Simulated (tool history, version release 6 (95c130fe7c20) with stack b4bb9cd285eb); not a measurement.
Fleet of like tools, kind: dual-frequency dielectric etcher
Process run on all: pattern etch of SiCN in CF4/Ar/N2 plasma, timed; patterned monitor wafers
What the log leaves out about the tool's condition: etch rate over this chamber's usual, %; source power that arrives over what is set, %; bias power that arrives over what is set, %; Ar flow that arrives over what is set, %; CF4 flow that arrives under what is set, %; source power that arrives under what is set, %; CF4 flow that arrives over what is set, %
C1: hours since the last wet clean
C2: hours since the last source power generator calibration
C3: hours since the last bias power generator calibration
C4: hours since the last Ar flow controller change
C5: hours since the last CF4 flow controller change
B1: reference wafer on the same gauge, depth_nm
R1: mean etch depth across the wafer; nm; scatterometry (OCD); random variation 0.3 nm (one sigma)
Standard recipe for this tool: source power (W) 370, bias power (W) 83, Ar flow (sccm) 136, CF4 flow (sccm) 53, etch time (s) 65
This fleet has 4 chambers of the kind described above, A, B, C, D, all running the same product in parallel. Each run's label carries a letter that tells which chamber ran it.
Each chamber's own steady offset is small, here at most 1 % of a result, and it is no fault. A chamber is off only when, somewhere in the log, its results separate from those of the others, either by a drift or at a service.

At hour 2.5: chamber B: wet clean of the chamber.
Run 1C, hour 7.0: usual settings; C1 313.5; C2 2005.1; C3 1484.0; C4 1415.1; C5 2304.5; B1 39.570. Result: R1 45.747 nm.
Run 2A, hour 13.8: usual settings; C1 329.5; C2 167.3; C3 1432.9; C4 286.1; C5 2110.0; B1 39.632. Result: R1 45.336 nm.
Run 3D, hour 23.1: usual settings; C1 133.2; C2 1020.0; C3 3761.4; C4 3110.5; C5 3195.8; B1 39.614. Result: R1 46.100 nm.
At hour 25.3: chamber C: wet clean of the chamber.
Run 4B, hour 30.8: usual settings; C1 28.3; C2 1038.1; C3 1655.2; C4 3119.0; C5 1221.6; B1 39.576. Result: R1 45.526 nm.
Run 5A, hour 42.0: usual settings; C1 357.7; C2 195.5; C3 1461.1; C4 314.3; C5 2138.2; B1 39.620. Result: R1 45.658 nm.
Run 6B, hour 53.4: usual settings; C1 50.9; C2 1060.7; C3 1677.8; C4 3141.6; C5 1244.2; B1 39.601. Result: R1 45.280 nm.
Run 7D, hour 60.4: usual settings; C1 170.5; C2 1057.3; C3 3798.7; C4 3147.8; C5 3233.1; B1 39.629. Result: R1 45.906 nm.
At hour 62.8: chamber A: wet clean of the chamber.
Run 8C, hour 72.4: usual settings; C1 47.1; C2 2070.5; C3 1549.4; C4 1480.5; C5 2369.9; B1 39.608. Result: R1 45.854 nm.
Run 9D, hour 82.9: usual settings; C1 193.0; C2 1079.8; C3 3821.2; C4 3170.3; C5 3255.6; B1 39.608. Result: R1 45.783 nm.
Run 10B, hour 89.0: usual settings; C1 86.5; C2 1096.3; C3 1713.4; C4 3177.2; C5 1279.8; B1 39.562. Result: R1 45.707 nm.
Run 11C, hour 98.7: usual settings; C1 73.4; C2 2096.8; C3 1575.7; C4 1506.8; C5 2396.2; B1 39.595. Result: R1 46.336 nm.
Run 12A, hour 108.9: usual settings; C1 46.1; C2 262.4; C3 1528.0; C4 381.2; C5 2205.1; B1 39.604. Result: R1 45.014 nm.
Run 13D, hour 118.0: usual settings; C1 228.1; C2 1114.9; C3 3856.3; C4 3205.4; C5 3290.7; B1 39.626. Result: R1 45.802 nm.
Run 14C, hour 129.5: usual settings but source power (W) 400, bias power (W) 63; C1 104.2; C2 2127.6; C3 1606.5; C4 1537.6; C5 2427.0; B1 39.656. Result: R1 44.993 nm.
Run 15B, hour 137.4: usual settings but source power (W) 400, bias power (W) 63; C1 134.9; C2 1144.7; C3 1761.8; C4 3225.6; C5 1328.2; B1 39.587. Result: R1 43.957 nm.
Run 16A, hour 144.0: usual settings but source power (W) 400, bias power (W) 63; C1 81.2; C2 297.5; C3 1563.1; C4 416.3; C5 2240.2; B1 39.598. Result: R1 43.845 nm.
Run 17D, hour 150.1: usual settings but source power (W) 400, bias power (W) 63; C1 260.2; C2 1147.0; C3 3888.4; C4 3237.5; C5 3322.8; B1 39.617. Result: R1 43.960 nm.
Run 18B, hour 155.4: usual settings; C1 152.9; C2 1162.7; C3 1779.8; C4 3243.6; C5 1346.2; B1 39.554. Result: R1 45.527 nm.
Run 19A, hour 163.9: usual settings but bias power (W) 67, etch time (s) 79; C1 101.1; C2 317.4; C3 1583.0; C4 436.2; C5 2260.1; B1 39.664. Result: R1 50.370 nm.
Run 20C, hour 175.3: usual settings but bias power (W) 67, etch time (s) 79; C1 150.0; C2 2173.4; C3 1652.3; C4 1583.4; C5 2472.8; B1 39.519. Result: R1 51.458 nm.
Run 21A, hour 183.5: usual settings but bias power (W) 67, etch time (s) 79; C1 120.7; C2 337.0; C3 1602.6; C4 455.8; C5 2279.7; B1 39.622. Result: R1 50.661 nm.
Run 22B, hour 193.9: usual settings but bias power (W) 67, etch time (s) 79; C1 191.4; C2 1201.2; C3 1818.3; C4 3282.1; C5 1384.7; B1 39.560. Result: R1 50.411 nm.
At hour 201.9: chamber D: wet clean of the chamber.
Run 23D, hour 203.8: usual settings; C1 2.0; C2 1200.7; C3 3942.1; C4 3291.2; C5 3376.5; B1 39.618. Result: R1 45.758 nm.
Run 24C, hour 215.4: usual settings; C1 190.1; C2 2213.5; C3 1692.4; C4 1623.5; C5 2512.9; B1 39.611. Result: R1 45.793 nm.
Run 25B, hour 225.6: usual settings; C1 223.1; C2 1232.9; C3 1850.0; C4 3313.8; C5 1416.4; B1 39.629. Result: R1 45.222 nm.
At hour 228.2: chamber A: bias power generator calibrated.
Run 26A, hour 231.4: usual settings; C1 168.6; C2 384.9; C3 3.2; C4 503.7; C5 2327.6; B1 39.527. Result: R1 45.175 nm.
Run 27D, hour 243.2: usual settings; C1 41.4; C2 1240.1; C3 3981.5; C4 3330.6; C5 3415.9; B1 39.637. Result: R1 45.532 nm.
At hour 251.3: chamber D: Ar flow controller replaced.
Run 28C, hour 251.7: usual settings but source power (W) 290, bias power (W) 74; C1 226.4; C2 2249.8; C3 1728.7; C4 1659.8; C5 2549.2; B1 39.587. Result: R1 35.396 nm.
Run 29B, hour 263.4: usual settings but source power (W) 290, bias power (W) 74; C1 260.9; C2 1270.7; C3 1887.8; C4 3351.6; C5 1454.2; B1 39.545. Result: R1 34.845 nm.
Run 30A, hour 269.1: usual settings but source power (W) 290, bias power (W) 74; C1 206.3; C2 422.6; C3 40.9; C4 541.4; C5 2365.3; B1 39.596. Result: R1 35.189 nm.
Run 31D, hour 278.6: usual settings but source power (W) 290, bias power (W) 74; C1 76.8; C2 1275.5; C3 4016.9; C4 27.3; C5 3451.3; B1 39.581. Result: R1 35.387 nm.
Run 32C, hour 286.2: usual settings; C1 260.9; C2 2284.3; C3 1763.2; C4 1694.3; C5 2583.7; B1 39.620. Result: R1 45.705 nm.
Run 33B, hour 293.7: usual settings; C1 291.2; C2 1301.0; C3 1918.1; C4 3381.9; C5 1484.5; B1 39.604. Result: R1 44.728 nm.
Run 34A, hour 302.3: usual settings; C1 239.5; C2 455.8; C3 74.1; C4 574.6; C5 2398.5; B1 39.658. Result: R1 44.970 nm.
Run 35D, hour 309.2: usual settings; C1 107.4; C2 1306.1; C3 4047.5; C4 57.9; C5 3481.9; B1 39.630. Result: R1 45.542 nm.
Run 36C, hour 314.7: usual settings; C1 289.4; C2 2312.8; C3 1791.7; C4 1722.8; C5 2612.2; B1 39.592. Result: R1 46.417 nm.
Run 37A, hour 325.4: usual settings; C1 262.6; C2 478.9; C3 97.2; C4 597.7; C5 2421.6; B1 39.581. Result: R1 45.776 nm.
Run 38B, hour 335.1: usual settings but bias power (W) 103, CF4 flow (sccm) 60; C1 332.6; C2 1342.4; C3 1959.5; C4 3423.3; C5 1525.9; B1 39.598. Result: R1 49.822 nm.
Run 39D, hour 347.1: usual settings but bias power (W) 103, CF4 flow (sccm) 60; C1 145.3; C2 1344.0; C3 4085.4; C4 95.8; C5 3519.8; B1 39.636. Result: R1 50.571 nm.
Run 40C, hour 353.4: usual settings but bias power (W) 103, CF4 flow (sccm) 60; C1 328.1; C2 2351.5; C3 1830.4; C4 1761.5; C5 2650.9; B1 39.620. Result: R1 50.614 nm.
Run 41C, hour 361.6: usual settings but bias power (W) 103, CF4 flow (sccm) 60; C1 336.3; C2 2359.7; C3 1838.6; C4 1769.7; C5 2659.1; B1 39.604. Result: R1 50.849 nm.
Run 42D, hour 371.8: usual settings but CF4 flow (sccm) 43; C1 170.0; C2 1368.7; C3 4110.1; C4 120.5; C5 3544.5; B1 39.583. Result: R1 44.376 nm.
Run 43B, hour 379.6: usual settings but CF4 flow (sccm) 43; C1 377.1; C2 1386.9; C3 2004.0; C4 3467.8; C5 1570.4; B1 39.562. Result: R1 42.718 nm.

Has any chamber moved away from the others, gradually or after a service, or does the common gauge drift, or do the chambers differ only by their own small steady offsets? State the chamber and the most likely cause if one applies.

One chamber, B, drifts off from the rest bit by bit.
What lies behind it: source power that arrives under what is set, % = 4.33.
From this log alone, it may not be told apart from: etch rate under this chamber's usual, %.

Which of the 4 candidates below, each the usual settings with something changed and its results left as question marks, puts chamber B back in line with what the other chambers give on the usual settings?
In line means no further than this from the other chambers' mean on the usual settings: R1 1.000 nm
Run 44B-1, hour 388.2: usual settings but source power (W) 360, bias power (W) 82, Ar flow (sccm) 137, etch time (s) 61.5. Result: R1 ?.
Run 44B-2, hour 388.2: usual settings but source power (W) 380, bias power (W) 84, etch time (s) 68.5. Result: R1 ?.
Run 44B-3, hour 388.2: usual settings but source power (W) 360, bias power (W) 81, Ar flow (sccm) 137. Result: R1 ?.
Run 44B-4, hour 388.2: usual settings but source power (W) 390. Result: R1 ?.

Usual-settings mean across the other chambers: R1 45.681 nm
  run      R1
44B-1  40.432
44B-2  47.705
44B-3  42.524
44B-4  46.080
The answer is 44B-4, which returns the chamber to within the allowed miss of the others.

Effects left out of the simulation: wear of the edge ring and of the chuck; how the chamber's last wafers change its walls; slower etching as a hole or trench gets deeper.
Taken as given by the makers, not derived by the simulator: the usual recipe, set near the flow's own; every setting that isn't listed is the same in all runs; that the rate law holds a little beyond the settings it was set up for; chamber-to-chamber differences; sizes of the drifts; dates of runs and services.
